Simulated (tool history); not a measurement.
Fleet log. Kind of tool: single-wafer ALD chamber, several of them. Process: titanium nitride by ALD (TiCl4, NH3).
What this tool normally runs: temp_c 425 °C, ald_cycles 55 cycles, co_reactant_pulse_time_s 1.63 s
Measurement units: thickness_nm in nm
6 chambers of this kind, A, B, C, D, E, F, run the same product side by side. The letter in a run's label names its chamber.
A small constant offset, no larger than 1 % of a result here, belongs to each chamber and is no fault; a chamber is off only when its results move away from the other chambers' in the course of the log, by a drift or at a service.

| run | day | temp_c | ald_cycles | co_reactant_pulse_time_s | hours since the last thermocouple change | read-back reference wafer on the same gauge, thickness_nm | thickness_nm |
|---|---|---|---|---|---|---|---|
| 1F | 0.379 | 425 | 55 | 1.63 | 1266.3 | 1.4498 | 1.22550 |
| 2B | 0.862 | 425 | 55 | 1.63 | 989.5 | 1.4495 | 1.21970 |
| 3E | 1.396 | 425 | 55 | 1.63 | 2319.8 | 1.4493 | 1.20680 |
|  | 1.700 | chamber F: thermocouple changed; heater temperature recalibrated |
| 4A | 1.925 | 425 | 55 | 1.63 | 635.7 | 1.4491 | 1.21520 |
| 5C | 2.400 | 431 | 45 | 1.63 | 2128.8 | 1.4492 | 0.99742 |
| 6D | 2.975 | 431 | 45 | 1.63 | 1402.6 | 1.4489 | 0.99931 |
| 7B | 3.467 | 431 | 45 | 1.63 | 1052.0 | 1.4486 | 0.99669 |
| 8F | 3.929 | 431 | 45 | 1.63 | 53.6 | 1.4489 | 1.00340 |
| 9D | 4.412 | 431 | 45 | 1.63 | 1437.1 | 1.4484 | 0.99848 |
| 10E | 4.971 | 431 | 45 | 1.63 | 2405.6 | 1.4488 | 0.98676 |
| 11C | 5.462 | 425 | 55 | 1.63 | 2202.3 | 1.4481 | 1.22290 |
| 12A | 5.896 | 425 | 55 | 1.63 | 731.0 | 1.4477 | 1.21180 |
| 13A | 6.554 | 425 | 55 | 1.63 | 746.8 | 1.4478 | 1.21230 |
| 14B | 7.033 | 425 | 55 | 1.63 | 1137.6 | 1.4469 | 1.21830 |
| 15F | 7.429 | 425 | 55 | 1.63 | 137.6 | 1.4474 | 1.22100 |
| 16D | 7.954 | 425 | 55 | 1.63 | 1522.1 | 1.4468 | 1.21850 |
| 17C | 8.325 | 425 | 55 | 2.11 | 2271.0 | 1.4470 | 1.22520 |
|  | 8.400 | chamber B: thermocouple changed; heater temperature recalibrated |
| 18E | 8.667 | 425 | 55 | 2.11 | 2494.3 | 1.4468 | 1.21540 |
| 19C | 9.238 | 425 | 55 | 2.11 | 2292.9 | 1.4464 | 1.22730 |
|  | 9.279 | chamber C: thermocouple changed; heater temperature recalibrated |
| 20F | 9.896 | 425 | 55 | 2.11 | 196.8 | 1.4464 | 1.23320 |
| 21B | 10.279 | 425 | 55 | 2.11 | 45.1 | 1.4464 | 1.22660 |
| 22D | 10.917 | 425 | 55 | 2.11 | 1593.2 | 1.4461 | 1.22430 |
| 23E | 11.392 | 425 | 61 | 1.63 | 2559.7 | 1.4459 | 1.33350 |
| 24A | 11.958 | 425 | 61 | 1.63 | 876.5 | 1.4458 | 1.34320 |
| 25E | 12.579 | 425 | 61 | 1.63 | 2588.2 | 1.4452 | 1.33630 |
| 26B | 13.150 | 425 | 61 | 1.63 | 114.0 | 1.4449 | 1.34590 |
| 27F | 13.500 | 425 | 61 | 1.63 | 283.3 | 1.4446 | 1.35750 |
| 28A | 13.917 | 425 | 61 | 1.63 | 923.5 | 1.4449 | 1.34580 |
| 29C | 14.379 | 438 | 64 | 1.63 | 122.4 | 1.4441 | 1.41590 |
| 30D | 14.946 | 438 | 64 | 1.63 | 1689.9 | 1.4442 | 1.41380 |
| 31B | 15.458 | 438 | 64 | 1.63 | 169.4 | 1.4442 | 1.41730 |
| 32C | 16.092 | 438 | 64 | 1.63 | 163.5 | 1.4437 | 1.41870 |
| 33A | 16.483 | 438 | 64 | 1.63 | 985.1 | 1.4437 | 1.40960 |
| 34E | 17.096 | 438 | 64 | 1.63 | 2696.6 | 1.4433 | 1.40240 |
| 35D | 17.562 | 425 | 55 | 1.63 | 1752.7 | 1.4438 | 1.21320 |
| 36F | 18.025 | 425 | 55 | 1.63 | 391.9 | 1.4437 | 1.22000 |
| 37B | 18.504 | 425 | 55 | 1.63 | 242.5 | 1.4429 | 1.21150 |
| 38A | 18.917 | 425 | 55 | 1.63 | 1043.5 | 1.4427 | 1.21250 |
| 39E | 19.250 | 425 | 55 | 1.63 | 2748.3 | 1.4426 | 1.20020 |
| 40F | 19.825 | 425 | 55 | 1.63 | 435.1 | 1.4429 | 1.22010 |

What goes on in this fleet: one chamber off, a drifting gauge, or nothing beyond the chambers' own small offsets? Name the chamber and the cause, if any.

The gauge drifts, so all chambers seem to drift together. No chamber is off.
What lies behind it: gauge reads low (%) = 0.521.
